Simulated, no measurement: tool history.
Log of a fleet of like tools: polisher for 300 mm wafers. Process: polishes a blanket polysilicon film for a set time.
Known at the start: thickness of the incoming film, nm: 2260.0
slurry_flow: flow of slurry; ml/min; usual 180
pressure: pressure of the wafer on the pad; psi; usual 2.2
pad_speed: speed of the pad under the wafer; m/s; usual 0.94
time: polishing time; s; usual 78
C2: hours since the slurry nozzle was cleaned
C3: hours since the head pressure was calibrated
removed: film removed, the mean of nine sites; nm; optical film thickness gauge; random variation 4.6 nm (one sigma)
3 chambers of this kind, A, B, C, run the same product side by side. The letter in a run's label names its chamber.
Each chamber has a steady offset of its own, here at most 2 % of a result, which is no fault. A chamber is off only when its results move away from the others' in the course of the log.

run 1C hour=3.6 | slurry_flow=180 pressure=2.2 pad_speed=0.94 time=78 | wafers_polished_on_this_pad=496 C2=153.7 C3=855.3 | removed=525.02
run 2B hour=7.8 | slurry_flow=180 pressure=2.2 pad_speed=0.94 time=78 | wafers_polished_on_this_pad=1194 C2=117.6 C3=256.9 | removed=532.12
run 3A hour=11.4 | slurry_flow=180 pressure=2.2 pad_speed=0.94 time=78 | wafers_polished_on_this_pad=196 C2=321.6 C3=795.0 | removed=526.54
run 4A hour=15.3 | slurry_flow=180 pressure=2.2 pad_speed=0.94 time=78 | wafers_polished_on_this_pad=232 C2=325.5 C3=798.9 | removed=532.69
run 5B hour=18.3 | slurry_flow=180 pressure=2.2 pad_speed=0.94 time=78 | wafers_polished_on_this_pad=1290 C2=128.1 C3=267.4 | removed=525.74
run 6C hour=21.9 | slurry_flow=180 pressure=2.2 pad_speed=0.94 time=78 | wafers_polished_on_this_pad=663 C2=172.0 C3=873.6 | removed=525.19
run 7B hour=25.1 | slurry_flow=140 pressure=2.2 pad_speed=0.94 time=78 | wafers_polished_on_this_pad=1352 C2=134.9 C3=274.2 | removed=509.77
-- hour=28.4 chamber B: worn pad replaced by a new one
run 8C hour=28.6 | slurry_flow=140 pressure=2.2 pad_speed=0.94 time=78 | wafers_polished_on_this_pad=725 C2=178.7 C3=880.3 | removed=513.48
run 9A hour=32.6 | slurry_flow=140 pressure=2.2 pad_speed=0.94 time=78 | wafers_polished_on_this_pad=390 C2=342.8 C3=816.2 | removed=511.23
run 10B hour=34.9 | slurry_flow=180 pressure=2.2 pad_speed=0.94 time=78 | wafers_polished_on_this_pad=59 C2=144.7 C3=284.0 | removed=531.11
run 11A hour=38.0 | slurry_flow=180 pressure=2.2 pad_speed=0.94 time=78 | wafers_polished_on_this_pad=440 C2=348.2 C3=821.6 | removed=524.21
run 12C hour=41.0 | slurry_flow=140 pressure=2.2 pad_speed=1.16 time=78 | wafers_polished_on_this_pad=838 C2=191.1 C3=892.7 | removed=618.70
-- hour=41.2 chamber A: slurry nozzle cleaned
run 13A hour=45.0 | slurry_flow=140 pressure=2.2 pad_speed=1.16 time=78 | wafers_polished_on_this_pad=504 C2=3.9 C3=828.6 | removed=620.93
run 14B hour=47.5 | slurry_flow=140 pressure=2.2 pad_speed=1.16 time=78 | wafers_polished_on_this_pad=174 C2=157.3 C3=296.6 | removed=638.43
-- hour=50.2 chamber A: worn pad replaced by a new one
run 15C hour=52.1 | slurry_flow=180 pressure=2.2 pad_speed=0.94 time=78 | wafers_polished_on_this_pad=939 C2=202.2 C3=903.8 | removed=519.67
run 16C hour=56.7 | slurry_flow=180 pressure=2.2 pad_speed=0.94 time=78 | wafers_polished_on_this_pad=982 C2=206.8 C3=908.4 | removed=525.78
-- hour=57.6 chamber C: worn pad replaced by a new one
run 17B hour=59.8 | slurry_flow=180 pressure=1.6 pad_speed=0.94 time=78 | wafers_polished_on_this_pad=287 C2=169.6 C3=308.9 | removed=378.06
-- hour=61.8 chamber C: head pressure recalibrated
run 18A hour=63.2 | slurry_flow=180 pressure=1.6 pad_speed=0.94 time=78 | wafers_polished_on_this_pad=119 C2=22.1 C3=846.8 | removed=384.53
run 19C hour=67.3 | slurry_flow=180 pressure=1.6 pad_speed=0.94 time=78 | wafers_polished_on_this_pad=89 C2=217.4 C3=5.5 | removed=355.74
run 20B hour=69.9 | slurry_flow=180 pressure=2.2 pad_speed=0.94 time=78 | wafers_polished_on_this_pad=379 C2=179.7 C3=319.0 | removed=542.75
run 21A hour=74.4 | slurry_flow=180 pressure=2.2 pad_speed=0.94 time=78 | wafers_polished_on_this_pad=221 C2=33.3 C3=858.0 | removed=531.26
run 22C hour=79.1 | slurry_flow=180 pressure=2.2 pad_speed=0.94 time=78 | wafers_polished_on_this_pad=197 C2=229.2 C3=17.3 | removed=492.50
run 23B hour=81.7 | slurry_flow=180 pressure=2.2 pad_speed=0.94 time=78 | wafers_polished_on_this_pad=487 C2=191.5 C3=330.8 | removed=525.47
run 24A hour=86.0 | slurry_flow=210 pressure=2.2 pad_speed=0.94 time=67 | wafers_polished_on_this_pad=328 C2=44.9 C3=869.6 | removed=465.01
run 25A hour=88.4 | slurry_flow=210 pressure=2.2 pad_speed=0.94 time=67 | wafers_polished_on_this_pad=349 C2=47.3 C3=872.0 | removed=457.21
run 26B hour=93.0 | slurry_flow=210 pressure=2.2 pad_speed=0.94 time=67 | wafers_polished_on_this_pad=590 C2=202.8 C3=342.1 | removed=465.55
run 27C hour=97.7 | slurry_flow=180 pressure=2.2 pad_speed=0.94 time=78 | wafers_polished_on_this_pad=367 C2=247.8 C3=35.9 | removed=501.68
run 28B hour=100.6 | slurry_flow=180 pressure=2.2 pad_speed=1.10 time=78 | wafers_polished_on_this_pad=660 C2=210.4 C3=349.7 | removed=616.86
run 29C hour=104.4 | slurry_flow=180 pressure=2.2 pad_speed=1.10 time=78 | wafers_polished_on_this_pad=428 C2=254.5 C3=42.6 | removed=580.18
run 30A hour=107.7 | slurry_flow=180 pressure=2.2 pad_speed=1.10 time=78 | wafers_polished_on_this_pad=526 C2=66.6 C3=891.3 | removed=617.54
run 31C hour=111.1 | slurry_flow=180 pressure=2.2 pad_speed=0.94 time=88 | wafers_polished_on_this_pad=489 C2=261.2 C3=49.3 | removed=565.73
run 32A hour=113.7 | slurry_flow=180 pressure=2.2 pad_speed=0.94 time=88 | wafers_polished_on_this_pad=581 C2=72.6 C3=897.3 | removed=599.02
run 33B hour=116.3 | slurry_flow=180 pressure=2.2 pad_speed=0.94 time=88 | wafers_polished_on_this_pad=803 C2=226.1 C3=365.4 | removed=608.84
-- hour=117.6 chamber A: worn pad replaced by a new one
run 34C hour=118.4 | slurry_flow=180 pressure=2.5 pad_speed=0.94 time=78 | wafers_polished_on_this_pad=556 C2=268.5 C3=56.6 | removed=569.84
run 35B hour=122.5 | slurry_flow=180 pressure=2.5 pad_speed=0.94 time=78 | wafers_polished_on_this_pad=860 C2=232.3 C3=371.6 | removed=604.19
run 36A hour=125.7 | slurry_flow=180 pressure=2.5 pad_speed=0.94 time=78 | wafers_polished_on_this_pad=74 C2=84.6 C3=909.3 | removed=596.34
run 37C hour=129.5 | slurry_flow=180 pressure=1.5 pad_speed=0.94 time=58 | wafers_polished_on_this_pad=658 C2=279.6 C3=67.7 | removed=250.18
run 38B hour=132.6 | slurry_flow=180 pressure=1.5 pad_speed=0.94 time=58 | wafers_polished_on_this_pad=952 C2=242.4 C3=381.7 | removed=267.35
run 39A hour=135.0 | slurry_flow=180 pressure=1.5 pad_speed=0.94 time=58 | wafers_polished_on_this_pad=159 C2=93.9 C3=918.6 | removed=265.54

What goes on in this fleet: one chamber off, a drifting gauge, or nothing beyond the chambers' own small offsets? Name the chamber and the cause, if any.

A service left chamber C off against the others.
Cause: head's pressure below its setpoint, % = 5.81.

Here are 4 candidates for chamber C's next run, each the usual settings with a change, their results left as question marks. Which one brings its results back in line with what the others give on the usual settings?
In line means no further than this from the other chambers' mean on the usual settings: removed 16.00 nm
run 40C-1 hour=138.5 | slurry_flow=180 pressure=2.3 pad_speed=0.96 time=78 | removed=?
run 40C-2 hour=138.5 | slurry_flow=180 pressure=2.1 pad_speed=0.90 time=75 | removed=?
run 40C-3 hour=138.5 | slurry_flow=180 pressure=2.2 pad_speed=1.08 time=78 | removed=?
run 40C-4 hour=138.5 | slurry_flow=180 pressure=2.1 pad_speed=0.92 time=78 | removed=?

The other chambers' mean on the usual settings: removed 529.69 nm
run=40C-1 removed=526.48
run=40C-2 removed=433.70
run=40C-3 removed=565.58
run=40C-4 removed=460.91
40C-1 brings the chamber back in line.
